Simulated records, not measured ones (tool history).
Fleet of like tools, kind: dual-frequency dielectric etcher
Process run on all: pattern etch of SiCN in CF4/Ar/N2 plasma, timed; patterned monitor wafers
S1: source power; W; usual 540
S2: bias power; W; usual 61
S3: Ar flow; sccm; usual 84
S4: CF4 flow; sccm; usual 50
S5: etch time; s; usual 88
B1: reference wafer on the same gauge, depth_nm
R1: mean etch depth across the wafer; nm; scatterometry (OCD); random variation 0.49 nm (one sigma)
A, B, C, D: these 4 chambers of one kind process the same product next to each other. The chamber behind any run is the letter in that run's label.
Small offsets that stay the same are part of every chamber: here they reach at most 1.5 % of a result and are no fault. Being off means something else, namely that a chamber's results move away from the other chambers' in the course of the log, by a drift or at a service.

run	hour	S1	S2	S3	S4	S5	B1	R1
1A	4.3	540	61	84	50	88	98.105	81.853
2D	8.6	540	61	84	50	88	97.976	81.347
3C	14.4	540	61	84	50	88	97.928	82.417
4B	18	540	61	84	50	88	98.069	82.73
5B	21.2	540	61	84	50	63	98.104	59.324
6D	24.3	540	61	84	50	63	98.208	58.608
7A	29.2	540	61	84	50	63	97.98	58.346
8C	33.5	540	61	84	50	63	98.066	58.356
# hour 34: chamber D: bias power generator calibrated
9C	38.4	540	61	84	50	88	97.903	82.383
10A	43.6	540	61	97	50	114	98.1	104.48
11D	47	540	61	97	50	114	97.839	103.85
12B	50.3	540	61	97	50	114	98.098	105.54
13A	53.2	540	61	97	50	114	98.005	104.21
14D	57.2	540	61	84	50	88	98.015	80.711
15B	62.9	540	61	84	50	88	97.84	84.168
16C	68.5	540	61	84	50	88	97.961	82.039
17C	74.5	650	61	84	50	88	98.065	97.731
18D	77.7	650	61	84	50	88	98.04	96.282
19B	84	650	61	84	50	88	98.059	100.47
20A	88	650	61	84	50	88	97.953	96.628
21D	91.2	540	61	84	50	88	98.052	81.75
22B	94	540	61	84	50	88	98.074	85.025
23A	100	540	61	84	50	88	97.914	81.616
24C	103.2	540	61	84	50	88	98.061	82.572
25D	108	640	61	84	58	88	97.937	96.905
26B	111.9	640	61	84	58	88	98.032	102.16
27C	116.6	640	61	84	58	88	97.962	98.245
28A	119.7	640	61	84	58	88	97.908	97.129

Is one chamber off against the others, does the gauge drift, or is nothing wrong? If a chamber is off, say which, and what the likeliest cause is.

It is chamber B that slowly wanders off from its peers.
Likeliest cause: etch rate over this chamber's usual, % = 4.1.
With only this log, it may be confused with: source power that arrives over what is set, %.

Which of the 4 candidates below, each the usual settings with something changed and its results left as question marks, puts chamber B back in line with what the other chambers give on the usual settings?
To be in line, a result may differ from the other chambers' mean on the usual settings by at most: R1 1.7 nm
29B-1	124.3	570	61	83	50	88		?
29B-2	124.3	530	61	84	50	88		?
29B-3	124.3	540	61	84	39	88		?
29B-4	124.3	540	61	84	50	88.5		?

Mean of the other chambers on the usual settings: R1 81.96 nm
run	R1
29B-1	90.209
29B-2	84.455
29B-3	82.221
29B-4	86.339
It is 29B-3 that realigns the chamber with its peers.

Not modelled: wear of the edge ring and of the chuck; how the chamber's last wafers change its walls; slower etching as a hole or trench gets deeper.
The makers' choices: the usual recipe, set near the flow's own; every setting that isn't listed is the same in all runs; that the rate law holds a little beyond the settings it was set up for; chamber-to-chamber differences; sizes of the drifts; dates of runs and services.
